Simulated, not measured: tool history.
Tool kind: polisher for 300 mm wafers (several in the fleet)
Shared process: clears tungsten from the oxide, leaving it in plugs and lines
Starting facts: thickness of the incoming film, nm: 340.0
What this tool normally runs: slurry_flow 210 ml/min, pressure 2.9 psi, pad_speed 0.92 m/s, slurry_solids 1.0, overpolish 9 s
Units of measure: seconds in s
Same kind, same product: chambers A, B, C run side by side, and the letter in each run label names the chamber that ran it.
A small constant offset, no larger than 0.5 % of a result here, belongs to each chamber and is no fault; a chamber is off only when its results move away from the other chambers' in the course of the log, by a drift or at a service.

{"run": "1A", "day": 0.221, "slurry_flow": 210, "pressure": 2.9, "pad_speed": 0.92, "slurry_solids": 1.0, "overpolish": 9, "seconds": 111.58}
{"day": 0.242, "done": "chamber B: slurry tank refilled with fresh slurry and peroxide"}
{"run": "2B", "day": 0.488, "slurry_flow": 210, "pressure": 2.9, "pad_speed": 0.92, "slurry_solids": 1.0, "overpolish": 9, "seconds": 109.49}
{"run": "3C", "day": 0.779, "slurry_flow": 210, "pressure": 2.9, "pad_speed": 0.92, "slurry_solids": 1.0, "overpolish": 9, "seconds": 110.32}
{"run": "4B", "day": 0.988, "slurry_flow": 210, "pressure": 2.9, "pad_speed": 0.92, "slurry_solids": 1.0, "overpolish": 9, "seconds": 110.04}
{"day": 1.083, "done": "chamber A: worn pad replaced by a new one"}
{"run": "5A", "day": 1.225, "slurry_flow": 210, "pressure": 2.3, "pad_speed": 0.92, "slurry_solids": 1.0, "overpolish": 9, "seconds": 138.61}
{"day": 1.25, "done": "chamber A: slurry tank refilled with fresh slurry and peroxide"}
{"day": 1.438, "done": "chamber B: head pressure recalibrated"}
{"run": "6C", "day": 1.45, "slurry_flow": 210, "pressure": 2.3, "pad_speed": 0.92, "slurry_solids": 1.0, "overpolish": 9, "seconds": 140.07}
{"run": "7A", "day": 1.612, "slurry_flow": 210, "pressure": 2.3, "pad_speed": 0.92, "slurry_solids": 1.0, "overpolish": 9, "seconds": 138.85}
{"run": "8B", "day": 1.875, "slurry_flow": 210, "pressure": 2.9, "pad_speed": 0.92, "slurry_solids": 1.0, "overpolish": 9, "seconds": 111.41}
{"day": 2.175, "done": "chamber B: worn pad replaced by a new one"}
{"run": "9C", "day": 2.192, "slurry_flow": 210, "pressure": 2.9, "pad_speed": 0.92, "slurry_solids": 1.0, "overpolish": 9, "seconds": 109.36}
{"day": 2.279, "done": "chamber C: worn pad replaced by a new one"}
{"run": "10C", "day": 2.492, "slurry_flow": 210, "pressure": 2.9, "pad_speed": 1.2, "slurry_solids": 1.0, "overpolish": 11, "seconds": 83.071}
{"run": "11A", "day": 2.679, "slurry_flow": 210, "pressure": 2.9, "pad_speed": 1.2, "slurry_solids": 1.0, "overpolish": 11, "seconds": 86.292}
{"day": 2.808, "done": "chamber B: slurry blender recalibrated"}
{"run": "12B", "day": 2.829, "slurry_flow": 210, "pressure": 2.9, "pad_speed": 1.2, "slurry_solids": 1.0, "overpolish": 11, "seconds": 85.272}
{"run": "13B", "day": 3.138, "slurry_flow": 210, "pressure": 2.9, "pad_speed": 0.92, "slurry_solids": 1.0, "overpolish": 9, "seconds": 110.74}
{"run": "14C", "day": 3.312, "slurry_flow": 210, "pressure": 2.9, "pad_speed": 0.92, "slurry_solids": 1.0, "overpolish": 9, "seconds": 109.09}
{"run": "15A", "day": 3.558, "slurry_flow": 210, "pressure": 2.9, "pad_speed": 0.92, "slurry_solids": 1.0, "overpolish": 9, "seconds": 112.47}
{"run": "16B", "day": 3.812, "slurry_flow": 210, "pressure": 2.9, "pad_speed": 0.92, "slurry_solids": 1.0, "overpolish": 9, "seconds": 110.15}
{"day": 3.946, "done": "chamber C: slurry blender recalibrated"}
{"run": "17A", "day": 4.092, "slurry_flow": 210, "pressure": 2.9, "pad_speed": 0.92, "slurry_solids": 1.0, "overpolish": 9, "seconds": 114.78}
{"run": "18C", "day": 4.233, "slurry_flow": 210, "pressure": 2.9, "pad_speed": 0.92, "slurry_solids": 1.0, "overpolish": 9, "seconds": 109.96}
{"day": 4.325, "done": "chamber A: slurry tank refilled with fresh slurry and peroxide"}
{"run": "19A", "day": 4.475, "slurry_flow": 210, "pressure": 2.9, "pad_speed": 0.92, "slurry_solids": 1.0, "overpolish": 9, "seconds": 114.41}
{"run": "20C", "day": 4.617, "slurry_flow": 210, "pressure": 2.9, "pad_speed": 1.1, "slurry_solids": 0.8, "overpolish": 9, "seconds": 95.602}
{"day": 4.629, "done": "chamber C: slurry tank refilled with fresh slurry and peroxide"}
{"day": 4.658, "done": "chamber B: worn pad replaced by a new one"}
{"run": "21B", "day": 4.917, "slurry_flow": 210, "pressure": 2.9, "pad_speed": 1.1, "slurry_solids": 0.8, "overpolish": 9, "seconds": 97.639}
{"day": 5.029, "done": "chamber B: slurry tank refilled with fresh slurry and peroxide"}
{"day": 5.083, "done": "chamber C: slurry nozzle cleaned"}
{"run": "22C", "day": 5.183, "slurry_flow": 210, "pressure": 2.9, "pad_speed": 1.1, "slurry_solids": 0.8, "overpolish": 9, "seconds": 96.405}
{"run": "23A", "day": 5.488, "slurry_flow": 210, "pressure": 2.9, "pad_speed": 0.92, "slurry_solids": 1.0, "overpolish": 9, "seconds": 115.2}
{"day": 5.662, "done": "chamber A: head pressure recalibrated"}
{"day": 5.679, "done": "chamber A: worn pad replaced by a new one"}
{"run": "24B", "day": 5.683, "slurry_flow": 210, "pressure": 2.9, "pad_speed": 0.92, "slurry_solids": 1.0, "overpolish": 9, "seconds": 109.57}
{"day": 5.767, "done": "chamber B: slurry nozzle cleaned"}
{"run": "25A", "day": 6.004, "slurry_flow": 210, "pressure": 2.6, "pad_speed": 0.8, "slurry_solids": 1.0, "overpolish": 9, "seconds": 148.53}
{"run": "26C", "day": 6.212, "slurry_flow": 210, "pressure": 2.6, "pad_speed": 0.8, "slurry_solids": 1.0, "overpolish": 9, "seconds": 139.46}
{"run": "27B", "day": 6.354, "slurry_flow": 210, "pressure": 2.6, "pad_speed": 0.8, "slurry_solids": 1.0, "overpolish": 9, "seconds": 140.93}
{"run": "28C", "day": 6.521, "slurry_flow": 210, "pressure": 2.9, "pad_speed": 0.92, "slurry_solids": 0.8, "overpolish": 5, "seconds": 115.42}
{"run": "29A", "day": 6.725, "slurry_flow": 210, "pressure": 2.9, "pad_speed": 0.92, "slurry_solids": 0.8, "overpolish": 5, "seconds": 122.13}
{"day": 6.767, "done": "chamber B: worn pad replaced by a new one"}
{"run": "30B", "day": 6.912, "slurry_flow": 210, "pressure": 2.9, "pad_speed": 0.92, "slurry_solids": 0.8, "overpolish": 5, "seconds": 115.41}
{"run": "31B", "day": 7.088, "slurry_flow": 210, "pressure": 2.9, "pad_speed": 0.92, "slurry_solids": 1.0, "overpolish": 9, "seconds": 109.27}
{"day": 7.167, "done": "chamber A: slurry tank refilled with fresh slurry and peroxide"}
{"run": "32A", "day": 7.375, "slurry_flow": 210, "pressure": 2.9, "pad_speed": 0.92, "slurry_solids": 1.0, "overpolish": 9, "seconds": 118.47}
{"run": "33C", "day": 7.596, "slurry_flow": 210, "pressure": 2.9, "pad_speed": 0.92, "slurry_solids": 1.0, "overpolish": 9, "seconds": 108.97}
{"day": 7.662, "done": "chamber B: slurry blender recalibrated"}
{"run": "34C", "day": 7.817, "slurry_flow": 210, "pressure": 2.9, "pad_speed": 0.92, "slurry_solids": 1.0, "overpolish": 9, "seconds": 109.37}
{"run": "35B", "day": 8.021, "slurry_flow": 210, "pressure": 2.9, "pad_speed": 0.92, "slurry_solids": 1.0, "overpolish": 9, "seconds": 109.51}
{"run": "36A", "day": 8.283, "slurry_flow": 210, "pressure": 2.9, "pad_speed": 0.92, "slurry_solids": 1.0, "overpolish": 9, "seconds": 116.19}

Does one chamber stand apart from the rest, does the shared gauge drift, or is all well apart from small per-chamber offsets? Give the chamber and the most likely cause, where there is one.

Chamber A drifts away from the others.
Likeliest cause: abrasive missing from the slurry, % = 28.8.
The log may not tell that from: slurry flow missing at the pad, %.

Below are 4 candidate recipes for chamber A's next run, each the usual settings with a change, their results shown as question marks. Which of them brings A's results back in line with what the other chambers give on the usual settings?
In line means no further than this from the other chambers' mean on the usual settings: seconds 3.100 s
{"run": "37A-1", "day": 8.512, "slurry_flow": 210, "pressure": 2.7, "pad_speed": 0.84, "slurry_solids": 1.0, "overpolish": 9, "seconds": "?"}
{"run": "37A-2", "day": 8.512, "slurry_flow": 210, "pressure": 3.0, "pad_speed": 0.96, "slurry_solids": 1.0, "overpolish": 9, "seconds": "?"}
{"run": "37A-3", "day": 8.512, "slurry_flow": 210, "pressure": 3.1, "pad_speed": 1.0, "slurry_solids": 1.0, "overpolish": 9, "seconds": "?"}
{"run": "37A-4", "day": 8.512, "slurry_flow": 210, "pressure": 2.8, "pad_speed": 0.88, "slurry_solids": 1.0, "overpolish": 9, "seconds": "?"}

What the other chambers average on the usual settings: seconds 109.670 s
run=37A-1 seconds=139.960
run=37A-2 seconds=110.140
run=37A-3 seconds=102.310
run=37A-4 seconds=128.800
The right change is 37A-2: it brings the chamber back within the allowed miss of the others.

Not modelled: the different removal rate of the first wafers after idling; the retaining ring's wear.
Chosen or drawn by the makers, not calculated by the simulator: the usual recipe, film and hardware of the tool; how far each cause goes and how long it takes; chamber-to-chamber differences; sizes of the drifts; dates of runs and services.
